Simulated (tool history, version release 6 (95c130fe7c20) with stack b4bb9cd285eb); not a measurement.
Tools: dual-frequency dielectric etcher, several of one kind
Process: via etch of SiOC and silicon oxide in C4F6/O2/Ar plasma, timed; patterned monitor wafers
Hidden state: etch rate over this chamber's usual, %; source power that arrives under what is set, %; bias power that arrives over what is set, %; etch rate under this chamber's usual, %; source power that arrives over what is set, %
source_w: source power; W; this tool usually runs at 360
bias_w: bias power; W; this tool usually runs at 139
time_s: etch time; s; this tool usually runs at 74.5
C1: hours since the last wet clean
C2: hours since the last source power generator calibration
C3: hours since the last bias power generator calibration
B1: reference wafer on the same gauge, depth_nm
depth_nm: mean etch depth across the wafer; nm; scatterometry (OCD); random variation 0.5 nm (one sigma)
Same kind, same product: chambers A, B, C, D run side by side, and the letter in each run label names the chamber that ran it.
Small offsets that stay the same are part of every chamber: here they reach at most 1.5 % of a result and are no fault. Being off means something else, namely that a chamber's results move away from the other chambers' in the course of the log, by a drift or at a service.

run 1C hour=7.2 | source_w=360 bias_w=139 time_s=74.5 | C1=136.9 C2=1577.1 C3=644.6 | B1=65.839 | depth_nm=74.560
run 2A hour=12.2 | source_w=360 bias_w=139 time_s=74.5 | C1=447.4 C2=2491.3 C3=65.1 | B1=65.986 | depth_nm=73.325
run 3B hour=17.9 | source_w=360 bias_w=139 time_s=74.5 | C1=399.6 C2=3947.5 C3=1469.2 | B1=66.045 | depth_nm=74.130
run 4D hour=23.1 | source_w=360 bias_w=139 time_s=74.5 | C1=53.5 C2=159.6 C3=638.2 | B1=65.905 | depth_nm=73.426
run 5C hour=28.4 | source_w=360 bias_w=139 time_s=74.5 | C1=158.1 C2=1598.3 C3=665.8 | B1=66.078 | depth_nm=73.522
run 6D hour=33.5 | source_w=360 bias_w=139 time_s=74.5 | C1=63.9 C2=170.0 C3=648.6 | B1=65.938 | depth_nm=74.535
run 7A hour=38.9 | source_w=360 bias_w=139 time_s=74.5 | C1=474.1 C2=2518.0 C3=91.8 | B1=65.952 | depth_nm=73.965
run 8B hour=43.9 | source_w=360 bias_w=139 time_s=74.5 | C1=425.6 C2=3973.5 C3=1495.2 | B1=66.051 | depth_nm=74.230
run 9A hour=48.1 | source_w=360 bias_w=139 time_s=74.5 | C1=483.3 C2=2527.2 C3=101.0 | B1=66.159 | depth_nm=73.698
run 10D hour=54.3 | source_w=360 bias_w=139 time_s=74.5 | C1=84.7 C2=190.8 C3=669.4 | B1=66.001 | depth_nm=73.554
run 11B hour=61.2 | source_w=360 bias_w=139 time_s=74.5 | C1=442.9 C2=3990.8 C3=1512.5 | B1=66.042 | depth_nm=74.632
run 12C hour=67.1 | source_w=360 bias_w=167 time_s=53.0 | C1=196.8 C2=1637.0 C3=704.5 | B1=65.996 | depth_nm=55.312
run 13A hour=72.6 | source_w=360 bias_w=167 time_s=53.0 | C1=507.8 C2=2551.7 C3=125.5 | B1=66.026 | depth_nm=55.336
run 14C hour=78.4 | source_w=360 bias_w=167 time_s=53.0 | C1=208.1 C2=1648.3 C3=715.8 | B1=65.942 | depth_nm=55.902
run 15D hour=83.9 | source_w=360 bias_w=167 time_s=53.0 | C1=114.3 C2=220.4 C3=699.0 | B1=66.041 | depth_nm=56.285
run 16B hour=87.4 | source_w=360 bias_w=118 time_s=74.5 | C1=469.1 C2=4017.0 C3=1538.7 | B1=65.980 | depth_nm=71.258
run 17C hour=94.0 | source_w=360 bias_w=118 time_s=74.5 | C1=223.7 C2=1663.9 C3=731.4 | B1=66.023 | depth_nm=71.873
run 18A hour=101.1 | source_w=360 bias_w=118 time_s=74.5 | C1=536.3 C2=2580.2 C3=154.0 | B1=66.049 | depth_nm=69.509
run 19B hour=104.9 | source_w=360 bias_w=118 time_s=74.5 | C1=486.6 C2=4034.5 C3=1556.2 | B1=65.936 | depth_nm=71.336
run 20D hour=109.8 | source_w=360 bias_w=139 time_s=74.5 | C1=140.2 C2=246.3 C3=724.9 | B1=65.984 | depth_nm=74.277
run 21A hour=115.0 | source_w=360 bias_w=139 time_s=74.5 | C1=550.2 C2=2594.1 C3=167.9 | B1=65.909 | depth_nm=73.332
run 22B hour=119.8 | source_w=360 bias_w=139 time_s=74.5 | C1=501.5 C2=4049.4 C3=1571.1 | B1=65.989 | depth_nm=74.994
run 23D hour=123.8 | source_w=360 bias_w=139 time_s=74.5 | C1=154.2 C2=260.3 C3=738.9 | B1=65.917 | depth_nm=74.336
run 24C hour=129.7 | source_w=360 bias_w=139 time_s=74.5 | C1=259.4 C2=1699.6 C3=767.1 | B1=66.065 | depth_nm=74.124
-- hour=134.6 chamber A: wet clean of the chamber
run 25C hour=135.4 | source_w=360 bias_w=139 time_s=74.5 | C1=265.1 C2=1705.3 C3=772.8 | B1=65.984 | depth_nm=75.232
run 26B hour=140.3 | source_w=360 bias_w=139 time_s=74.5 | C1=522.0 C2=4069.9 C3=1591.6 | B1=65.974 | depth_nm=74.432
run 27D hour=147.6 | source_w=360 bias_w=139 time_s=74.5 | C1=178.0 C2=284.1 C3=762.7 | B1=65.956 | depth_nm=73.507
run 28A hour=152.6 | source_w=360 bias_w=139 time_s=74.5 | C1=18.0 C2=2631.7 C3=205.5 | B1=65.977 | depth_nm=74.411

All chambers now run identical settings, listed one chamber a line with results as question marks. What results will each chamber show?
run 29A hour=157.9 | source_w=310 bias_w=139 time_s=74.5 | depth_nm=?
run 29B hour=157.9 | source_w=310 bias_w=139 time_s=74.5 | depth_nm=?
run 29C hour=157.9 | source_w=310 bias_w=139 time_s=74.5 | depth_nm=?
run 29D hour=157.9 | source_w=310 bias_w=139 time_s=74.5 | depth_nm=?

run=29A depth_nm=68.718
run=29B depth_nm=70.036
run=29C depth_nm=69.965
run=29D depth_nm=70.432
